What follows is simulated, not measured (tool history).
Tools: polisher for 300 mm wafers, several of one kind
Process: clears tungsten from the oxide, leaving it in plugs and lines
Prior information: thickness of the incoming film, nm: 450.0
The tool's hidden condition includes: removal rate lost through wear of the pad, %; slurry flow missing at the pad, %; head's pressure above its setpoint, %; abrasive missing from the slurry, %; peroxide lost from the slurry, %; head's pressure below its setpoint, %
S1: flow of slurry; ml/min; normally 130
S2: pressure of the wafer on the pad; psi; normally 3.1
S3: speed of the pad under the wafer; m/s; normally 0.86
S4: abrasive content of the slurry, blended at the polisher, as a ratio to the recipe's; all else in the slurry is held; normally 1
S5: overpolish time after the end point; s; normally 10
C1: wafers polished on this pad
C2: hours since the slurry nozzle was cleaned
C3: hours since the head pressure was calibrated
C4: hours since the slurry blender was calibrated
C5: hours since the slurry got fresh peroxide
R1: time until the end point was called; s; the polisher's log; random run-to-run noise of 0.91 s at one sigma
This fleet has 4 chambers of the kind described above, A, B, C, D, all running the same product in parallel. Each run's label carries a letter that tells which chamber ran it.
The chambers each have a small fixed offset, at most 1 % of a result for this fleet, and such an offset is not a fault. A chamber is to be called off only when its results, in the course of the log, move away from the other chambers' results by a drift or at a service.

Run 1B, day 0.562: usual settings; C1 246; C2 103.5; C3 1458.6; C4 86.2; C5 68.6. Result: R1 110.1 s.
At day 0.592: chamber B: head pressure recalibrated.
At day 0.629: chamber C: worn pad replaced by a new one.
At day 0.775: chamber C: slurry tank refilled with fresh slurry and peroxide.
At day 0.992: chamber A: slurry tank refilled with fresh slurry and peroxide.
Run 2D, day 1.071: usual settings; C1 395; C2 450.4; C3 30.6; C4 384.4; C5 102.8. Result: R1 112.6 s.
Run 3C, day 1.571: usual settings; C1 206; C2 222.2; C3 365; C4 61.1; C5 19.1. Result: R1 112.73 s.
At day 2.017: chamber B: slurry tank refilled with fresh slurry and peroxide.
Run 4A, day 2.054: usual settings; C1 914; C2 434.4; C3 708; C4 167.1; C5 25.6. Result: R1 112.1 s.
At day 2.312: chamber A: slurry blender recalibrated.
At day 2.362: chamber A: worn pad replaced by a new one.
Run 5D, day 2.471: usual settings but S2 2.2 psi; C1 702; C2 484; C3 64.2; C4 418; C5 136.4. Result: R1 157.49 s.
At day 2.488: chamber B: worn pad replaced by a new one.
At day 2.558: chamber D: slurry tank refilled with fresh slurry and peroxide.
Run 6B, day 3.008: usual settings but S2 2.2 psi; C1 115; C2 162.2; C3 58; C4 144.9; C5 23.9. Result: R1 155.4 s.
At day 3.088: chamber D: slurry blender recalibrated.
At day 3.25: chamber D: worn pad replaced by a new one.
Run 7A, day 3.575: usual settings but S2 2.2 psi; C1 266; C2 470.9; C3 744.5; C4 30.3; C5 62.1. Result: R1 158.68 s.
At day 4.117: chamber C: slurry nozzle cleaned.
At day 4.142: chamber A: slurry tank refilled with fresh slurry and peroxide.
Run 8C, day 4.171: usual settings but S2 2.2 psi; C1 778; C2 1.4; C3 427.4; C4 123.5; C5 81.5. Result: R1 156.24 s.
Run 9A, day 4.562: usual settings but S5 8 s; C1 483; C2 494.6; C3 768.2; C4 54; C5 10.1. Result: R1 110.87 s.
At day 4.842: chamber C: worn pad replaced by a new one.
Run 10B, day 4.846: usual settings but S5 8 s; C1 519; C2 206.3; C3 102.1; C4 189; C5 68. Result: R1 109.72 s.
Run 11D, day 5.229: usual settings but S5 8 s; C1 435; C2 550.2; C3 130.4; C4 51.5; C5 64.2. Result: R1 112.43 s.
At day 5.433: chamber B: worn pad replaced by a new one.
At day 5.479: chamber B: slurry blender recalibrated.
At day 5.6: chamber C: slurry tank refilled with fresh slurry and peroxide.
Run 12C, day 5.679: usual settings but S5 8 s; C1 184; C2 37.6; C3 463.6; C4 159.7; C5 2. Result: R1 111.99 s.
At day 5.883: chamber B: slurry tank refilled with fresh slurry and peroxide.
Run 13D, day 5.946: usual settings; C1 593; C2 567.4; C3 147.6; C4 68.7; C5 81.4. Result: R1 111.95 s.
Run 14B, day 6.521: usual settings; C1 239; C2 246.5; C3 142.3; C4 25; C5 15.4. Result: R1 110.97 s.
At day 6.592: chamber C: head pressure recalibrated.
Run 15C, day 6.821: usual settings; C1 435; C2 65; C3 5.5; C4 187.1; C5 29.4. Result: R1 102.59 s.
At day 6.95: chamber C: slurry blender recalibrated.
At day 7.192: chamber D: slurry nozzle cleaned.
At day 7.2: chamber A: slurry nozzle cleaned.
At day 7.325: chamber B: slurry nozzle cleaned.
Run 16A, day 7.367: usual settings; C1 1099; C2 4; C3 835.5; C4 121.3; C5 77.4. Result: R1 113.46 s.
At day 7.583: chamber A: slurry tank refilled with fresh slurry and peroxide.
Run 17D, day 7.683: usual settings; C1 974; C2 11.8; C3 189.3; C4 110.4; C5 123.1. Result: R1 113.66 s.
At day 8.062: chamber D: worn pad replaced by a new one.
At day 8.075: chamber A: worn pad replaced by a new one.
Run 18C, day 8.296: usual settings; C1 759; C2 100.4; C3 40.9; C4 32.3; C5 64.8. Result: R1 102.41 s.
At day 8.571: chamber B: worn pad replaced by a new one.
Run 19A, day 8.758: usual settings but S4 0.8, S5 15 s; C1 150; C2 37.4; C3 868.9; C4 154.7; C5 28.3. Result: R1 118.91 s.
At day 8.929: chamber C: worn pad replaced by a new one.
At day 9.008: chamber D: slurry tank refilled with fresh slurry and peroxide.
Run 20B, day 9.233: usual settings but S4 0.8, S5 15 s; C1 145; C2 45.9; C3 207.4; C4 90.1; C5 80.5. Result: R1 116.73 s.
At day 9.512: chamber C: slurry tank refilled with fresh slurry and peroxide.
Run 21C, day 9.767: usual settings but S4 0.8, S5 15 s; C1 184; C2 135.7; C3 76.2; C4 67.6; C5 6.1. Result: R1 108.55 s.
Run 22B, day 10.321: usual settings but S4 0.8, S5 15 s; C1 384; C2 72; C3 233.5; C4 116.2; C5 106.6. Result: R1 117.62 s.
At day 10.35: chamber B: slurry tank refilled with fresh slurry and peroxide.
At day 10.475: chamber A: slurry blender recalibrated.
Run 23D, day 10.617: usual settings but S3 1 m/s, S5 14 s; C1 561; C2 82.2; C3 259.7; C4 180.8; C5 38.7. Result: R1 96.116 s.
Run 24A, day 10.929: usual settings but S3 1 m/s, S5 14 s; C1 627; C2 89.5; C3 921; C4 10.9; C5 80.4. Result: R1 95.901 s.
Run 25B, day 11.308: usual settings but S3 1 m/s, S5 14 s; C1 601; C2 95.7; C3 257.2; C4 139.9; C5 23.1. Result: R1 96.499 s.

Read the log: is a single chamber off, either drifting away or since a service, is the gauge that measures every chamber drifting, or is nothing wrong beyond small per-chamber offsets? Name any odd chamber and what most likely caused it.

The work done on chamber C during a service left it standing apart from the others.
Cause: head's pressure above its setpoint, % = 9.38.

Chamber C could run next with any of the 4 candidate recipes listed below; each alters the usual settings, and their results appear as question marks. Which one brings its results back in line with what the other chambers deliver on the usual settings?
In-line tolerance around the mean of the other chambers on the usual settings: R1 3.2 s
Run 26C-1, day 11.75: usual settings but S1 120 ml/min, S4 0.95. Result: R1 ?.
Run 26C-2, day 11.75: usual settings but S3 0.88 m/s. Result: R1 ?.
Run 26C-3, day 11.75: usual settings but S4 0.7. Result: R1 ?.
Run 26C-4, day 11.75: usual settings but S2 3.4 psi. Result: R1 ?.

What the other chambers average on the usual settings: R1 111.59 s
  run      R1
26C-1  105.81
26C-2  100.45
26C-3  111.83
26C-4  93.839
Change 26C-3 lands the chamber within the allowed miss of the other chambers.
